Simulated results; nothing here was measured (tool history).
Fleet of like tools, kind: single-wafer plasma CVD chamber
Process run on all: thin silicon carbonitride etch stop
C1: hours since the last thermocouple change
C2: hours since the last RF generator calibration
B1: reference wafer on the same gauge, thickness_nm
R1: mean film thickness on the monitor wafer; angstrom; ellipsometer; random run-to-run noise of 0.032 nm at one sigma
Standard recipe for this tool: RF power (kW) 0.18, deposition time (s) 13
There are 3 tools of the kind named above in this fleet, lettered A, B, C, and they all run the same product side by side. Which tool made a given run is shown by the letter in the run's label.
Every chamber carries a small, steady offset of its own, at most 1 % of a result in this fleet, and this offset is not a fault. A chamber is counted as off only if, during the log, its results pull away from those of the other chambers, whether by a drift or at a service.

{"run": "1C", "day": 0.325, "RF power (kW)": 0.18, "deposition time (s)": 13, "C1": 523, "C2": 12.7, "B1": 8.5366, "R1": 72.481}
{"run": "2A", "day": 0.692, "RF power (kW)": 0.18, "deposition time (s)": 13, "C1": 904, "C2": 523.5, "B1": 8.5284, "R1": 71.777}
{"run": "3B", "day": 0.954, "RF power (kW)": 0.18, "deposition time (s)": 13, "C1": 111.1, "C2": 383.5, "B1": 8.5325, "R1": 71.916}
{"run": "4C", "day": 1.238, "RF power (kW)": 0.18, "deposition time (s)": 13, "C1": 544.9, "C2": 34.6, "B1": 8.5355, "R1": 71.901}
{"run": "5B", "day": 1.646, "RF power (kW)": 0.18, "deposition time (s)": 13, "C1": 127.7, "C2": 400.1, "B1": 8.5307, "R1": 72.112}
{"run": "6A", "day": 2.067, "RF power (kW)": 0.18, "deposition time (s)": 13, "C1": 937, "C2": 556.5, "B1": 8.5315, "R1": 72.238}
{"run": "7C", "day": 2.35, "RF power (kW)": 0.18, "deposition time (s)": 13, "C1": 571.6, "C2": 61.3, "B1": 8.5286, "R1": 71.886}
{"run": "8B", "day": 2.742, "RF power (kW)": 0.18, "deposition time (s)": 13, "C1": 154, "C2": 426.4, "B1": 8.5399, "R1": 71.939}
{"run": "9A", "day": 3.167, "RF power (kW)": 0.18, "deposition time (s)": 13, "C1": 963.4, "C2": 582.9, "B1": 8.5303, "R1": 71.781}
{"run": "10B", "day": 3.446, "RF power (kW)": 0.18, "deposition time (s)": 13, "C1": 170.9, "C2": 443.3, "B1": 8.5383, "R1": 72.165}
{"run": "11A", "day": 3.646, "RF power (kW)": 0.18, "deposition time (s)": 13, "C1": 974.9, "C2": 594.4, "B1": 8.5288, "R1": 71.622}
{"run": "12C", "day": 4.083, "RF power (kW)": 0.18, "deposition time (s)": 13, "C1": 613.2, "C2": 102.9, "B1": 8.538, "R1": 71.895}
{"run": "13C", "day": 4.404, "RF power (kW)": 0.195, "deposition time (s)": 13, "C1": 620.9, "C2": 110.6, "B1": 8.5329, "R1": 73.91}
{"run": "14A", "day": 4.796, "RF power (kW)": 0.195, "deposition time (s)": 13, "C1": 1002.5, "C2": 622, "B1": 8.5282, "R1": 73.536}
{"run": "15B", "day": 5.008, "RF power (kW)": 0.195, "deposition time (s)": 13, "C1": 208.4, "C2": 480.8, "B1": 8.5235, "R1": 74.156}
{"run": "16C", "day": 5.288, "RF power (kW)": 0.18, "deposition time (s)": 13, "C1": 642.1, "C2": 131.8, "B1": 8.5256, "R1": 72.428}
{"run": "17A", "day": 5.738, "RF power (kW)": 0.18, "deposition time (s)": 13, "C1": 1025.1, "C2": 644.6, "B1": 8.5266, "R1": 71.514}
{"run": "18B", "day": 6.162, "RF power (kW)": 0.18, "deposition time (s)": 13, "C1": 236.1, "C2": 508.5, "B1": 8.5339, "R1": 72.236}
{"run": "19B", "day": 6.383, "RF power (kW)": 0.18, "deposition time (s)": 13, "C1": 241.4, "C2": 513.8, "B1": 8.5151, "R1": 72.022}
{"run": "20A", "day": 6.804, "RF power (kW)": 0.18, "deposition time (s)": 13, "C1": 1050.7, "C2": 670.2, "B1": 8.5336, "R1": 71.879}
{"run": "21C", "day": 7.008, "RF power (kW)": 0.18, "deposition time (s)": 13, "C1": 683.4, "C2": 173.1, "B1": 8.5312, "R1": 72.064}
{"run": "22A", "day": 7.417, "RF power (kW)": 0.18, "deposition time (s)": 13, "C1": 1065.4, "C2": 684.9, "B1": 8.526, "R1": 71.86}
{"run": "23B", "day": 7.683, "RF power (kW)": 0.18, "deposition time (s)": 13, "C1": 272.6, "C2": 545, "B1": 8.5249, "R1": 72.714}
{"run": "24C", "day": 7.908, "RF power (kW)": 0.17, "deposition time (s)": 13, "C1": 705, "C2": 194.7, "B1": 8.5223, "R1": 71.118}
{"run": "25C", "day": 8.167, "RF power (kW)": 0.17, "deposition time (s)": 13, "C1": 711.2, "C2": 200.9, "B1": 8.5331, "R1": 70.831}
{"run": "26A", "day": 8.562, "RF power (kW)": 0.17, "deposition time (s)": 13, "C1": 1092.9, "C2": 712.4, "B1": 8.5299, "R1": 70.929}
{"run": "27B", "day": 8.879, "RF power (kW)": 0.18, "deposition time (s)": 13, "C1": 301.3, "C2": 573.7, "B1": 8.5303, "R1": 72.158}

One chamber off, gauge drift, or nothing amiss beyond the chambers' own small offsets? If it is a chamber, which one, and what is the likeliest cause?

Beyond each chamber's small constant offset nothing stands out, and the gauge stays steady.
